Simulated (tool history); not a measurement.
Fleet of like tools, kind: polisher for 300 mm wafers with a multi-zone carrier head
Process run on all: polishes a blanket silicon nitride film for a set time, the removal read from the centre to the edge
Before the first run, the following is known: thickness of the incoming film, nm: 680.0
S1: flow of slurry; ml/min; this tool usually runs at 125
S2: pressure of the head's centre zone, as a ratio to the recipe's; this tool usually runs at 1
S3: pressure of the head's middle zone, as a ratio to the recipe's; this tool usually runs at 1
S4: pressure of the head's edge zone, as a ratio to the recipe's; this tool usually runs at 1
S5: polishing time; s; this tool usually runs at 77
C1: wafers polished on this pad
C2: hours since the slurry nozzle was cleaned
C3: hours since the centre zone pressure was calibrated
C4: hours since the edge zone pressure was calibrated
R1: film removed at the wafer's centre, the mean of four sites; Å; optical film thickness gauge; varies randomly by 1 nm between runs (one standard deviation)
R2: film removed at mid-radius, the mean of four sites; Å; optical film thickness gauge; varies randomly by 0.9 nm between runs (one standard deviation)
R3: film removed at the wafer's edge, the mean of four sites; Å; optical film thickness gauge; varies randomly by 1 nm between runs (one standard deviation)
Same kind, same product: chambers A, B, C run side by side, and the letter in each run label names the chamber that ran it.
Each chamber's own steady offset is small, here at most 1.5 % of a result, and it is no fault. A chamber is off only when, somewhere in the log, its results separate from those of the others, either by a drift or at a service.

run   hour   S1  S2  S3  S4  S5    C1     C2      C3      C4      R1      R2      R3
       5.1  -- chamber B: slurry nozzle cleaned
 1C   10.7  125   1   1   1  77   616  300.9    47.4   744.6  1315.6  1326.8  1306.8
 2B   24.1  125   1   1   1  77   201   19.1   972.5   649.4  1347.3  1307.9  1311.4
      26.5  -- chamber C: worn pad replaced by a new one
 3A   39.7  125   1   1   1  77   773   96.4    53.6   993.8  1316.8    1314  1295.4
      41.3  -- chamber C: slurry nozzle cleaned
 4A     51  125   1   1   1  77   848  107.7    64.9  1005.1  1324.8  1334.2  1319.4
      58.4  -- chamber A: worn pad replaced by a new one
 5C   62.4  125   1   1   1  77   239   21.1    99.1   796.3  1328.2  1313.3  1325.7
 6B   74.8  125   1   1   1  77   539   69.8  1023.2   700.1  1317.2  1313.1  1305.4
 7A   84.5  125   1   1   1  77   173  141.2    98.4  1038.6  1329.8  1317.4  1312.4
 8B  100.3  125   1   1   1  77   709   95.3  1048.7   725.6  1331.6  1302.8    1319
     102.4  -- chamber B: centre zone pressure recalibrated
 9C  109.7  125   1   1   1  77   554   68.4   146.4   843.6  1299.2  1309.2  1331.9
10A  120.8  125   1   1   1  77   415  177.5   134.7  1074.9  1310.5  1327.9  1306.9
11B    134  125   1   1   1  77   933    129    31.7   759.3  1408.8  1294.3    1300
12C  141.9  125   1   1   1  77   768  100.6   178.6   875.8  1333.2  1319.4  1300.9
     146.6  -- chamber C: worn pad replaced by a new one
13B  150.2  125   1   1   1  77  1041  145.2    47.9   775.5  1397.5  1293.5  1301.7
     162.9  -- chamber A: worn pad replaced by a new one
14A  165.4  125   1   1   1  77    16  222.1   179.3  1119.5  1314.5  1332.6  1318.7
     178.7  -- chamber B: worn pad replaced by a new one
15C  180.9  125   1   1   1  77   228  139.6   217.6   914.8    1304  1319.1  1329.9
16C  191.1  125   1   1   1  77   296  149.8   227.8     925    1296  1310.8  1324.4
17A  203.7  125   1   1   1  77   271  260.4   217.6  1157.8  1319.5  1336.5  1325.9
18B  219.7  150   1   1   1  87   273  214.7   117.4     845  1660.5  1520.4    1499
     220.2  -- chamber A: edge zone pressure recalibrated
19A  228.6  150   1   1   1  87   437  285.3   242.5     8.4  1550.8  1556.9  1532.4
20B  242.8  150   1   1   1  87   426  237.8   140.5   868.1  1664.2  1534.6  1512.9
21C  256.6  150   1   1   1  89   732  215.3   293.3   990.5  1586.3  1580.5  1571.1
     260.9  -- chamber C: worn pad replaced by a new one
22B  265.3  150   1   1   1  89   576  260.3     163   890.6    1684  1576.9  1570.4
23A  275.8  150   1   1   1  89   751  332.5   289.7    55.6  1597.1  1606.3  1564.5
24C  290.2  125   1   1   1  77   195  248.9   326.9  1024.1  1295.7  1319.5  1330.7
     296.4  -- chamber A: worn pad replaced by a new one
25C  300.2  100   1   1   1  77   262  258.9   336.9  1034.1  1227.4  1255.5  1262.6
     304.1  -- chamber A: slurry nozzle cleaned
26B  313.7  100   1   1   1  77   898  308.7   211.4     939  1324.8  1234.3  1244.6
27A  328.5  100   1   1   1  77   214   24.5   342.4   108.3  1239.8    1262  1269.3
     333.3  -- chamber C: edge zone pressure recalibrated
28C  337.4  125   1   1   1  77   509  296.1   374.1     4.2  1294.2  1312.2  1319.9

All chambers now run identical settings, listed one chamber a line with results as question marks. What results will each chamber show?
29A   349  150   1   1   1  77                   ?   ?   ?
29B   349  150   1   1   1  77                   ?   ?   ?
29C   349  150   1   1   1  77                   ?   ?   ?

run      R1      R2      R3
29A  1364.2  1379.7  1350.1
29B  1438.5  1356.5  1324.9
29C  1376.2  1356.2  1348.4
